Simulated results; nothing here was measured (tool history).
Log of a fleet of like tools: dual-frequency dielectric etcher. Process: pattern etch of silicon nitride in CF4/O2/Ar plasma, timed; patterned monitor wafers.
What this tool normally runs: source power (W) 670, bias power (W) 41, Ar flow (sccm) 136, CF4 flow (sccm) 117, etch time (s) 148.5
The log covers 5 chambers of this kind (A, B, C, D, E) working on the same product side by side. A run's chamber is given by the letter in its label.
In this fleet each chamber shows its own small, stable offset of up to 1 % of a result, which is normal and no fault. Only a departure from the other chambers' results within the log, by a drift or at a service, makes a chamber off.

run    day  source power (W)  bias power (W)  Ar flow (sccm)  CF4 flow (sccm)  etch time (s)  hours since the last wet clean  hours since the last source power generator calibration  hours since the last bias power generator calibration  hours since the last Ar flow controller change  hours since the last CF4 flow controller change  read-back reference wafer on the same gauge, depth_nm  mean etch depth across the wafer (Å)
 1B  0.154               670              41             136              117          148.5                           316.3                                                    772.2                                                 1127.3                                          1822.2                                           4787.4                                                 363.18                                3334.3
     0.171  -- chamber A: wet clean of the chamber
 2C  0.325               670              41             136              117          148.5                           290.1                                                    744.1                                                 2121.3                                          4987.9                                           3187.4                                                 363.11                                3322.4
 3A  0.629               670              41             136              117          148.5                              11                                                   2369.6                                                 1587.1                                          4087.3                                           1536.8                                                 362.72                                3309.4
 4E  0.917               670              41             136              117          148.5                           575.6                                                   2411.5                                                 2765.5                                          2110.1                                            211.2                                                 362.81                                3305.8
     1.029  -- chamber A: Ar flow controller replaced
 5D  1.183               670              41             136               95          180.5                           349.7                                                    992.3                                                 2789.9                                            3712                                           3197.2                                                 362.98                                3956.2
 6C  1.383               670              41             136               95          180.5                           315.5                                                    769.5                                                 2146.7                                          5013.3                                           3212.8                                                 363.53                                3885.5
 7E  1.646               670              41             136               95          180.5                           593.1                                                     2429                                                   2783                                          2127.6                                            228.7                                                 362.61                                3922.7
 8A   1.85               670              41             136               95          180.5                            40.3                                                   2398.9                                                 1616.4                                            19.8                                           1566.1                                                 362.71                                3910.8
 9B  2.008               670              41             136               95          180.5                           360.8                                                    816.7                                                 1171.8                                          1866.7                                           4831.9                                                 362.66                                3906.6
10D    2.3               670              41             136              117          148.5                           376.5                                                   1019.1                                                 2816.7                                          3738.8                                             3224                                                  363.6                                3355.6
11B  2.554               670              41             136              117          148.5                           373.9                                                    829.8                                                 1184.9                                          1879.8                                             4845                                                 363.25                                3303.7
12D  2.854               670              41             136              117          148.5                           389.8                                                   1032.4                                                   2830                                          3752.1                                           3237.3                                                 363.16                                3327.7
13E  3.142               670              41             136              117          148.5                             629                                                   2464.9                                                 2818.9                                          2163.5                                            264.6                                                 362.72                                3304.6
14C  3.429               670              41             136              117          148.5                           364.6                                                    818.6                                                 2195.8                                          5062.4                                           3261.9                                                 363.53                                3314.3
15A  3.617               670              41             136              117          148.5                            82.7                                                   2441.3                                                 1658.8                                            62.2                                           1608.5                                                 363.04                                3294.9
16B  3.933               670              41             136              117          148.5                             407                                                    862.9                                                   1218                                          1912.9                                           4878.1                                                 362.85                                3320.9
     4.008  -- chamber E: wet clean of the chamber
17E  4.125               800              41             136              117          148.5                             2.9                                                   2488.5                                                 2842.5                                          2187.1                                            288.2                                                 362.84                                3739.9
18C  4.329               800              41             136              117          148.5                           386.2                                                    840.2                                                 2217.4                                            5084                                           3283.5                                                 363.11                                  3887
19D  4.621               800              41             136              117          148.5                           432.2                                                   1074.8                                                 2872.4                                          3794.5                                           3279.7                                                 362.83                                3915.2
20A  4.912               800              41             136              117          148.5                           113.8                                                   2472.4                                                 1689.9                                            93.3                                           1639.6                                                 363.15                                3918.5
21B  5.138               800              41             136              117          148.5                           435.9                                                    891.8                                                 1246.9                                          1941.8                                             4907                                                 362.68                                3905.8
22D  5.388               670              41             136              117          148.5                           450.6                                                   1093.2                                                 2890.8                                          3812.9                                           3298.1                                                  363.1                                3344.9
23E  5.588               670              41             136              117          148.5                              38                                                   2523.6                                                 2877.6                                          2222.2                                            323.3                                                 362.78                                3181.8
24C   5.75               670              41             136              117          148.5                           420.3                                                    874.3                                                 2251.5                                          5118.1                                           3317.6                                                 363.39                                3321.9
25A    5.9               670              41             136              117          148.5                           137.5                                                   2496.1                                                 1713.6                                             117                                           1663.3                                                 362.98                                3362.4
26E  6.088               670              41             136              117          148.5                              50                                                   2535.6                                                 2889.6                                          2234.2                                            335.3                                                 362.84                                  3169
27A  6.308               670              41             136              117          148.5                           147.3                                                   2505.9                                                 1723.4                                           126.8                                           1673.1                                                  363.4                                3363.1
28B  6.496               670              41             136              117          148.5                           468.5                                                    924.4                                                 1279.5                                          1974.4                                           4939.6                                                 363.05                                3316.6
29C  6.696               670              41             136              117          148.5                             443                                                      897                                                 2274.2                                          5140.8                                           3340.3                                                 362.96                                3341.2
30D    6.9               670              41             136              117          148.5                           486.9                                                   1129.5                                                 2927.1                                          3849.2                                           3334.4                                                 362.95                                3360.7
31B  7.188               670              41             136              117          148.5                           485.1                                                      941                                                 1296.1                                            1991                                           4956.2                                                 363.05                                3300.9
32C  7.329               590              41             136              101          148.5                           458.2                                                    912.2                                                 2289.4                                            5156                                           3355.5                                                 363.27                                2933.7
33A  7.492               590              41             136              101          148.5                           175.7                                                   2534.3                                                 1751.8                                           155.2                                           1701.5                                                 363.59                                2947.4
34E  7.779               590              41             136              101          148.5                            90.6                                                   2576.2                                                 2930.2                                          2274.8                                            375.9                                                 363.55                                2788.2
35D  7.925               590              41             136              101          148.5                           511.5                                                   1154.1                                                 2951.7                                          3873.8                                             3359                                                 362.42                                2944.5
36E  8.196               590              41             136              101          148.5                           100.6                                                   2586.2                                                 2940.2                                          2284.8                                            385.9                                                 363.05                                  2803
37A  8.496               790              41             136              117          148.5                           199.8                                                   2558.4                                                 1775.9                                           179.3                                           1725.6                                                 362.53                                3855.7

All chambers now run identical settings, listed one chamber a line with results as question marks. What results will each chamber show?
38A  8.725               670              41             136              117          148.5                                                                                                                                                                                                                                                                                                                                             ?
38B  8.725               670              41             136              117          148.5                                                                                                                                                                                                                                                                                                                                             ?
38C  8.725               670              41             136              117          148.5                                                                                                                                                                                                                                                                                                                                             ?
38D  8.725               670              41             136              117          148.5                                                                                                                                                                                                                                                                                                                                             ?
38E  8.725               670              41             136              117          148.5                                                                                                                                                                                                                                                                                                                                             ?

run  mean etch depth across the wafer (Å)
38A                                3339.2
38B                                  3280
38C                                3313.2
38D                                3346.2
38E                                3193.8
